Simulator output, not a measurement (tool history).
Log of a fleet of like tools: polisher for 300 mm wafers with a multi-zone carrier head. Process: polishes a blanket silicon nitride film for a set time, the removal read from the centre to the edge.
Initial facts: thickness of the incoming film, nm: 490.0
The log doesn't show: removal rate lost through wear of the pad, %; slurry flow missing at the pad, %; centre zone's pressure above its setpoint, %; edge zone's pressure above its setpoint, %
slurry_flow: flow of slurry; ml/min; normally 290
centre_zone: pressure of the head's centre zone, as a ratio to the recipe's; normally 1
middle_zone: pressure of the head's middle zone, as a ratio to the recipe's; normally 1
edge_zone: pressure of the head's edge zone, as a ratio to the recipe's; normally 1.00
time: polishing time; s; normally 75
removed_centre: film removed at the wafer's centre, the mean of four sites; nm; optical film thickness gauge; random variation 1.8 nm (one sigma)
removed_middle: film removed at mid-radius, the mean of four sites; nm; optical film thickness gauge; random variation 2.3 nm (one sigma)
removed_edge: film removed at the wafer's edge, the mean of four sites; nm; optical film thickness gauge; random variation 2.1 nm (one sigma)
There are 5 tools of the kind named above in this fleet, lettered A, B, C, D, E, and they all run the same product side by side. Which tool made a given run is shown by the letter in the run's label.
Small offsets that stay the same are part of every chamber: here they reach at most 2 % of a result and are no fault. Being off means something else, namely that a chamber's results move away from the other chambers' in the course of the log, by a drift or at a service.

run   hour  slurry_flow  centre_zone  middle_zone  edge_zone  time  wafers polished on this pad  hours since the slurry nozzle was cleaned  hours since the centre zone pressure was calibrated  hours since the edge zone pressure was calibrated  removed_centre  removed_middle  removed_edge
 1B    7.9          290            1            1       1.00    75                         1122                                      113.4                                                308.3                                              142.7          153.25          156.33        156.47
 2D   17.7          290            1            1       1.00    75                          777                                      371.9                                               1409.8                                              461.7          157.29          158.52        160.55
      25.9  -- chamber A: edge zone pressure recalibrated
 3A   28.9          290            1            1       1.00    75                          950                                       48.8                                                315.5                                                3.0          154.89          158.95        158.16
 4E   36.4          290            1            1       1.00    75                          563                                      503.4                                                425.4                                              559.5          155.15          158.26        150.51
      50.5  -- chamber A: worn pad replaced by a new one
 5C   50.9          290            1            1       1.00    75                          322                                      199.1                                                591.1                                              217.7          156.07          161.50        156.59
      58.5  -- chamber D: worn pad replaced by a new one
 6C   59.3          290            1            1       0.94    87                          370                                      207.5                                                599.5                                              226.1          182.25          184.89        174.49
 7B   73.5          290            1            1       0.94    87                         1493                                      179.0                                                373.9                                              208.3          180.06          182.09        177.18
 8E   82.7          290            1            1       0.94    87                          825                                      549.7                                                471.7                                              605.8          176.32          183.47        174.15
      87.0  -- chamber B: worn pad replaced by a new one
 9A   93.2          290            1            1       0.94    87                          241                                      113.1                                                379.8                                               67.3          178.16          179.36        173.58
10D  107.3          290            1            1       0.94    87                          276                                      461.5                                               1499.4                                              551.3          180.23          184.35        177.63
11D  118.7          290            1            1       1.00    75                          340                                      472.9                                               1510.8                                              562.7          155.10          156.01        158.26
     121.4  -- chamber E: centre zone pressure recalibrated
     131.4  -- chamber C: worn pad replaced by a new one
12B  133.9          290            1            1       1.00    75                          265                                      239.4                                                434.3                                              268.7          154.72          154.47        157.45
     145.6  -- chamber E: worn pad replaced by a new one
13A  148.3          290            1            1       1.00    75                          553                                      168.2                                                434.9                                              122.4          156.84          157.53        155.39
14C  156.3          290            1            1       1.00    75                          141                                      304.5                                                696.5                                              323.1          160.60          155.01        158.70
     156.4  -- chamber D: slurry nozzle cleaned
     159.1  -- chamber D: centre zone pressure recalibrated
     162.8  -- chamber D: edge zone pressure recalibrated
15E  167.2          290            1            1       1.00    75                          122                                      634.2                                                 45.8                                              690.3          154.69          155.12        159.74
     176.9  -- chamber C: slurry nozzle cleaned
16E  182.4          290            1            1       1.00    75                          208                                      649.4                                                 61.0                                              705.5          156.03          159.54        154.63
17A  190.6          290            1            1       1.00    75                          792                                      210.5                                                477.2                                              164.7          155.66          157.05        156.86
18C  205.7          290            1            1       1.00    75                          420                                       28.9                                                745.9                                              372.5          157.52          163.76        156.67
19B  215.9          290            1            1       1.11    75                          729                                      321.4                                                516.3                                              350.7          154.76          151.84        165.06
20D  223.0          290            1            1       1.11    75                          930                                       66.7                                                 64.0                                               60.2          150.50          155.52        164.76
21C  234.5          290            1            1       1.11    75                          583                                       57.7                                                774.7                                              401.3          156.16          158.25        165.33
22D  243.4          290            1            1       1.11    75                         1045                                       87.1                                                 84.4                                               80.6          155.38          157.12        165.85
     251.2  -- chamber D: worn pad replaced by a new one
23A  253.5          290            1            1       1.11    75                         1148                                      273.4                                                540.1                                              227.6          156.11          153.43        167.95
24B  261.8          290            1            1       1.00    75                          988                                      367.3                                                562.2                                              396.6          153.35          156.70        158.85
     270.2  -- chamber A: worn pad replaced by a new one
25E  270.2          290            1            1       1.00    75                          705                                      737.2                                                148.8                                              793.3          158.70          159.54        153.00
26A  280.9          290            1            1       1.00    75                           60                                      300.8                                                567.5                                              255.0          158.53          157.59        156.49
27D  290.7          290            1            1       1.00    75                          223                                      134.4                                                131.7                                              127.9          155.04          158.40        156.24
28B  305.8          290            1            1       1.00    75                         1237                                      411.3                                                606.2                                              440.6          153.01          158.17        159.88
     306.4  -- chamber C: worn pad replaced by a new one
29C  316.6          290            1            1       1.00    75                           57                                      139.8                                                856.8                                              483.4          158.56          158.75        157.16
30E  330.6          290            1            1       1.00    75                         1046                                      797.6                                                209.2                                              853.7          154.49          156.11        154.76
31E  337.5          290            1            1       1.00    75                         1085                                      804.5                                                216.1                                              860.6          152.18          155.67        151.21
     338.5  -- chamber B: worn pad replaced by a new one
32C  347.6          290            1            1       1.00    56                          232                                      170.8                                                887.8                                              514.4          117.87          121.98        116.77
33B  361.2          290            1            1       1.00    56                          128                                      466.7                                                661.6                                              496.0          114.98          115.36        117.79

Is one chamber out of step, is the gauge drifting, or do the chambers differ by no more than their own small offsets? For an off chamber, give its letter and the likeliest cause.

All chambers stay in line apart from their small fixed offsets, and the gauge does not drift.
